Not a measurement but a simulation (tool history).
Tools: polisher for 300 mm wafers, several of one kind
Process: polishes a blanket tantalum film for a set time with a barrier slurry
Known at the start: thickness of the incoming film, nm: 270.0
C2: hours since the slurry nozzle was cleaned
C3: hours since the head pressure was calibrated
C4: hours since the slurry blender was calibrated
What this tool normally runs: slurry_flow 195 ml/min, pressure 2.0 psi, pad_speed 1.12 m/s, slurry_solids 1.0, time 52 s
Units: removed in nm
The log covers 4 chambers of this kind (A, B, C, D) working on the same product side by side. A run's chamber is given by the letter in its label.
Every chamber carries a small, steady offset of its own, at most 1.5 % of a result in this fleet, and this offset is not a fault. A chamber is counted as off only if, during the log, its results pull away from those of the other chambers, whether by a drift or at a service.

Run 1A, hour 5.4: usual settings; wafers polished on this pad 651; C2 782.4; C3 263.5; C4 74.8. Result: removed 112.230 nm.
Run 2B, hour 10.7: usual settings; wafers polished on this pad 1085; C2 627.0; C3 15.0; C4 224.0. Result: removed 112.760 nm.
Run 3C, hour 17.0: usual settings; wafers polished on this pad 321; C2 211.8; C3 693.4; C4 242.9. Result: removed 111.540 nm.
Run 4D, hour 21.2: usual settings; wafers polished on this pad 511; C2 441.5; C3 336.7; C4 101.0. Result: removed 112.090 nm.
Run 5A, hour 27.9: usual settings; wafers polished on this pad 943; C2 804.9; C3 286.0; C4 97.3. Result: removed 112.170 nm.
At hour 29.7: chamber C: slurry blender recalibrated.
At hour 30.3: chamber B: worn pad replaced by a new one.
Run 6D, hour 35.3: usual settings; wafers polished on this pad 694; C2 455.6; C3 350.8; C4 115.1. Result: removed 111.200 nm.
Run 7B, hour 40.9: usual settings; wafers polished on this pad 137; C2 657.2; C3 45.2; C4 254.2. Result: removed 113.430 nm.
At hour 46.0: chamber A: worn pad replaced by a new one.
Run 8C, hour 46.1: usual settings but pad_speed 1.44 m/s, slurry_solids 0.9; wafers polished on this pad 697; C2 240.9; C3 722.5; C4 16.5. Result: removed 137.790 nm.
At hour 46.6: chamber D: worn pad replaced by a new one.
Run 9D, hour 49.3: usual settings but pad_speed 1.44 m/s, slurry_solids 0.9; wafers polished on this pad 35; C2 469.6; C3 364.8; C4 129.1. Result: removed 138.190 nm.
At hour 53.0: chamber A: slurry nozzle cleaned.
At hour 55.3: chamber A: head pressure recalibrated.
Run 10C, hour 56.5: usual settings but pad_speed 1.44 m/s, slurry_solids 0.9; wafers polished on this pad 832; C2 251.3; C3 732.9; C4 26.9. Result: removed 139.840 nm.
Run 11B, hour 62.1: usual settings but pad_speed 1.44 m/s, slurry_solids 0.9; wafers polished on this pad 412; C2 678.4; C3 66.4; C4 275.4. Result: removed 140.970 nm.
At hour 63.4: chamber D: slurry blender recalibrated.
Run 12A, hour 65.5: usual settings; wafers polished on this pad 253; C2 12.6; C3 10.2; C4 134.9. Result: removed 112.120 nm.
At hour 70.8: chamber B: slurry blender recalibrated.
Run 13A, hour 72.7: usual settings; wafers polished on this pad 346; C2 19.8; C3 17.4; C4 142.1. Result: removed 112.410 nm.
Run 14C, hour 78.7: usual settings; wafers polished on this pad 1119; C2 273.5; C3 755.1; C4 49.1. Result: removed 111.270 nm.
At hour 83.6: chamber C: worn pad replaced by a new one.
Run 15D, hour 83.6: usual settings; wafers polished on this pad 479; C2 503.9; C3 399.1; C4 20.3. Result: removed 110.040 nm.
Run 16B, hour 90.9: usual settings; wafers polished on this pad 784; C2 707.2; C3 95.2; C4 20.2. Result: removed 112.180 nm.
Run 17D, hour 95.2: usual settings but pressure 1.8 psi; wafers polished on this pad 629; C2 515.5; C3 410.7; C4 31.9. Result: removed 100.480 nm.
Run 18A, hour 99.1: usual settings but pressure 1.8 psi; wafers polished on this pad 688; C2 46.2; C3 43.8; C4 168.5. Result: removed 100.840 nm.
At hour 101.0: chamber D: worn pad replaced by a new one.
Run 19C, hour 102.5: usual settings but pressure 1.8 psi; wafers polished on this pad 245; C2 297.3; C3 778.9; C4 72.9. Result: removed 101.910 nm.
Run 20B, hour 109.8: usual settings but pressure 1.8 psi; wafers polished on this pad 1029; C2 726.1; C3 114.1; C4 39.1. Result: removed 100.980 nm.
Run 21C, hour 113.9: usual settings but pad_speed 0.74 m/s, time 61 s; wafers polished on this pad 392; C2 308.7; C3 790.3; C4 84.3. Result: removed 85.678 nm.
Run 22B, hour 117.7: usual settings but pad_speed 0.74 m/s, time 61 s; wafers polished on this pad 1131; C2 734.0; C3 122.0; C4 47.0. Result: removed 85.697 nm.
Run 23D, hour 121.9: usual settings but pad_speed 0.74 m/s, time 61 s; wafers polished on this pad 270; C2 542.2; C3 437.4; C4 58.6. Result: removed 86.572 nm.
Run 24A, hour 128.8: usual settings but pad_speed 0.74 m/s, time 61 s; wafers polished on this pad 1072; C2 75.9; C3 73.5; C4 198.2. Result: removed 86.803 nm.
Run 25B, hour 135.8: usual settings; wafers polished on this pad 1365; C2 752.1; C3 140.1; C4 65.1. Result: removed 112.440 nm.
At hour 136.9: chamber A: worn pad replaced by a new one.
Run 26D, hour 142.5: usual settings; wafers polished on this pad 537; C2 562.8; C3 458.0; C4 79.2. Result: removed 111.360 nm.
At hour 143.1: chamber B: worn pad replaced by a new one.
Run 27C, hour 149.7: usual settings; wafers polished on this pad 856; C2 344.5; C3 826.1; C4 120.1. Result: removed 112.930 nm.
Run 28A, hour 156.8: usual settings; wafers polished on this pad 258; C2 103.9; C3 101.5; C4 226.2. Result: removed 112.820 nm.
At hour 157.7: chamber D: worn pad replaced by a new one.
Run 29A, hour 164.0: usual settings; wafers polished on this pad 351; C2 111.1; C3 108.7; C4 233.4. Result: removed 112.520 nm.
Run 30B, hour 167.4: usual settings but time 64 s; wafers polished on this pad 315; C2 783.7; C3 171.7; C4 96.7. Result: removed 139.380 nm.
Run 31C, hour 171.7: usual settings but time 64 s; wafers polished on this pad 1140; C2 366.5; C3 848.1; C4 142.1. Result: removed 138.120 nm.
At hour 174.3: chamber C: worn pad replaced by a new one.
Run 32D, hour 175.1: usual settings but time 64 s; wafers polished on this pad 226; C2 595.4; C3 490.6; C4 111.8. Result: removed 136.910 nm.
Run 33D, hour 180.7: usual settings but time 64 s; wafers polished on this pad 298; C2 601.0; C3 496.2; C4 117.4. Result: removed 137.750 nm.
Run 34B, hour 186.8: usual settings; wafers polished on this pad 566; C2 803.1; C3 191.1; C4 116.1. Result: removed 113.350 nm.
Run 35C, hour 191.1: usual settings; wafers polished on this pad 218; C2 385.9; C3 867.5; C4 161.5. Result: removed 112.810 nm.
Run 36A, hour 197.3: usual settings but slurry_flow 135 ml/min, time 66 s; wafers polished on this pad 782; C2 144.4; C3 142.0; C4 266.7. Result: removed 135.750 nm.

One chamber off, gauge drift, or nothing amiss beyond the chambers' own small offsets? If it is a chamber, which one, and what is the likeliest cause?

No chamber stands off beyond its own small offset, and the gauge holds steady.
